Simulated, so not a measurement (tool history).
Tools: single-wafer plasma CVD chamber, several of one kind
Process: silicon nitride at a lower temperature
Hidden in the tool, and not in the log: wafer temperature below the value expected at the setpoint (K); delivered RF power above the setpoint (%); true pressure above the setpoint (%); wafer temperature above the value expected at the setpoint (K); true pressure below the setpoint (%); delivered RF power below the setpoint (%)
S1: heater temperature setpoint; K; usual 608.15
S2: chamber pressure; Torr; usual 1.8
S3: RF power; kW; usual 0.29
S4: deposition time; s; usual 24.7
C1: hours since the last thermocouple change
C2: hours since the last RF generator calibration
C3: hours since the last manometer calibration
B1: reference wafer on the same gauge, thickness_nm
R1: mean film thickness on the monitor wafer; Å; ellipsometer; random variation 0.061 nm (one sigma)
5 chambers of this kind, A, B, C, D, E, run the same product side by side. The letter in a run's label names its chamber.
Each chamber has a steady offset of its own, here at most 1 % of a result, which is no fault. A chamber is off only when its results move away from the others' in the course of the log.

Run 1B, hour 2.5: usual settings; C1 352.4; C2 366.6; C3 805.6; B1 33.796. Result: R1 296.36 Å.
Run 2A, hour 7.4: usual settings; C1 1321.1; C2 452; C3 1242; B1 33.793. Result: R1 294.26 Å.
Run 3C, hour 12.7: usual settings; C1 372.8; C2 1762.3; C3 1808.4; B1 33.795. Result: R1 294 Å.
At hour 13.7: chamber C: capacitance manometer re-zeroed and calibrated.
Run 4E, hour 15.7: usual settings; C1 1003.7; C2 1132.3; C3 342.8; B1 33.808. Result: R1 293.91 Å.
Run 5D, hour 19.7: usual settings but S4 29.1 s; C1 62.3; C2 821.8; C3 1066.7; B1 33.794. Result: R1 345.44 Å.
Run 6C, hour 24.2: usual settings but S4 29.1 s; C1 384.3; C2 1773.8; C3 10.5; B1 33.797. Result: R1 347.55 Å.
Run 7D, hour 29: usual settings but S4 29.1 s; C1 71.6; C2 831.1; C3 1076; B1 33.815. Result: R1 344.56 Å.
Run 8E, hour 33: usual settings but S4 29.1 s; C1 1021; C2 1149.6; C3 360.1; B1 33.799. Result: R1 346.36 Å.
Run 9A, hour 38.5: usual settings but S4 29.1 s; C1 1352.2; C2 483.1; C3 1273.1; B1 33.802. Result: R1 345.12 Å.
Run 10B, hour 43.1: usual settings; C1 393; C2 407.2; C3 846.2; B1 33.799. Result: R1 296.45 Å.
Run 11E, hour 48.2: usual settings but S2 1.64 Torr, S3 0.34 kW; C1 1036.2; C2 1164.8; C3 375.3; B1 33.798. Result: R1 319 Å.
Run 12B, hour 52.6: usual settings but S2 1.64 Torr, S3 0.34 kW; C1 402.5; C2 416.7; C3 855.7; B1 33.81. Result: R1 321.72 Å.
Run 13C, hour 57.2: usual settings but S2 1.64 Torr, S3 0.34 kW; C1 417.3; C2 1806.8; C3 43.5; B1 33.787. Result: R1 320.61 Å.
Run 14A, hour 61.6: usual settings but S2 1.64 Torr, S3 0.34 kW; C1 1375.3; C2 506.2; C3 1296.2; B1 33.781. Result: R1 318.35 Å.
Run 15D, hour 65.3: usual settings but S2 1.64 Torr, S3 0.34 kW; C1 107.9; C2 867.4; C3 1112.3; B1 33.799. Result: R1 317.5 Å.
Run 16C, hour 70.7: usual settings; C1 430.8; C2 1820.3; C3 57; B1 33.809. Result: R1 295.03 Å.
Run 17B, hour 75.2: usual settings; C1 425.1; C2 439.3; C3 878.3; B1 33.797. Result: R1 296.23 Å.
Run 18E, hour 79.4: usual settings; C1 1067.4; C2 1196; C3 406.5; B1 33.801. Result: R1 294.08 Å.
Run 19D, hour 82.6: usual settings; C1 125.2; C2 884.7; C3 1129.6; B1 33.806. Result: R1 291.05 Å.
Run 20A, hour 86.5: usual settings; C1 1400.2; C2 531.1; C3 1321.1; B1 33.796. Result: R1 293.63 Å.
Run 21D, hour 89: usual settings; C1 131.6; C2 891.1; C3 1136; B1 33.803. Result: R1 291.2 Å.
Run 22E, hour 91.6: usual settings; C1 1079.6; C2 1208.2; C3 418.7; B1 33.795. Result: R1 292.86 Å.
Run 23C, hour 94.2: usual settings; C1 454.3; C2 1843.8; C3 80.5; B1 33.804. Result: R1 295.14 Å.
Run 24B, hour 99.1: usual settings; C1 449; C2 463.2; C3 902.2; B1 33.785. Result: R1 296.47 Å.
Run 25A, hour 103.4: usual settings but S1 597.15 K, S2 1.47 Torr; C1 1417.1; C2 548; C3 1338; B1 33.803. Result: R1 279.13 Å.
Run 26D, hour 106.2: usual settings but S1 597.15 K, S2 1.47 Torr; C1 148.8; C2 908.3; C3 1153.2; B1 33.795. Result: R1 276.21 Å.
Run 27A, hour 108.7: usual settings but S1 597.15 K, S2 1.47 Torr; C1 1422.4; C2 553.3; C3 1343.3; B1 33.823. Result: R1 278.25 Å.
Run 28B, hour 111.7: usual settings but S1 597.15 K, S2 1.47 Torr; C1 461.6; C2 475.8; C3 914.8; B1 33.806. Result: R1 281.87 Å.
Run 29C, hour 117.1: usual settings but S1 597.15 K, S2 1.47 Torr; C1 477.2; C2 1866.7; C3 103.4; B1 33.804. Result: R1 278.4 Å.
Run 30E, hour 122: usual settings; C1 1110; C2 1238.6; C3 449.1; B1 33.803. Result: R1 294.51 Å.
Run 31B, hour 127.2: usual settings; C1 477.1; C2 491.3; C3 930.3; B1 33.808. Result: R1 296.77 Å.
Run 32C, hour 131.3: usual settings; C1 491.4; C2 1880.9; C3 117.6; B1 33.798. Result: R1 292.72 Å.
Run 33E, hour 136.3: usual settings; C1 1124.3; C2 1252.9; C3 463.4; B1 33.797. Result: R1 294.11 Å.
Run 34A, hour 141.1: usual settings; C1 1454.8; C2 585.7; C3 1375.7; B1 33.801. Result: R1 293.97 Å.
Run 35D, hour 144.2: usual settings but S3 0.24 kW; C1 186.8; C2 946.3; C3 1191.2; B1 33.792. Result: R1 252.35 Å.

All 5 chambers run these settings next. Forecast each chamber's results:
Run 36A, hour 148.2: usual settings but S4 20.4 s. Result: R1 ?.
Run 36B, hour 148.2: usual settings but S4 20.4 s. Result: R1 ?.
Run 36C, hour 148.2: usual settings but S4 20.4 s. Result: R1 ?.
Run 36D, hour 148.2: usual settings but S4 20.4 s. Result: R1 ?.
Run 36E, hour 148.2: usual settings but S4 20.4 s. Result: R1 ?.

run      R1
36A  242.52
36B  244.06
36C  242.92
36D   237.7
36E  243.44
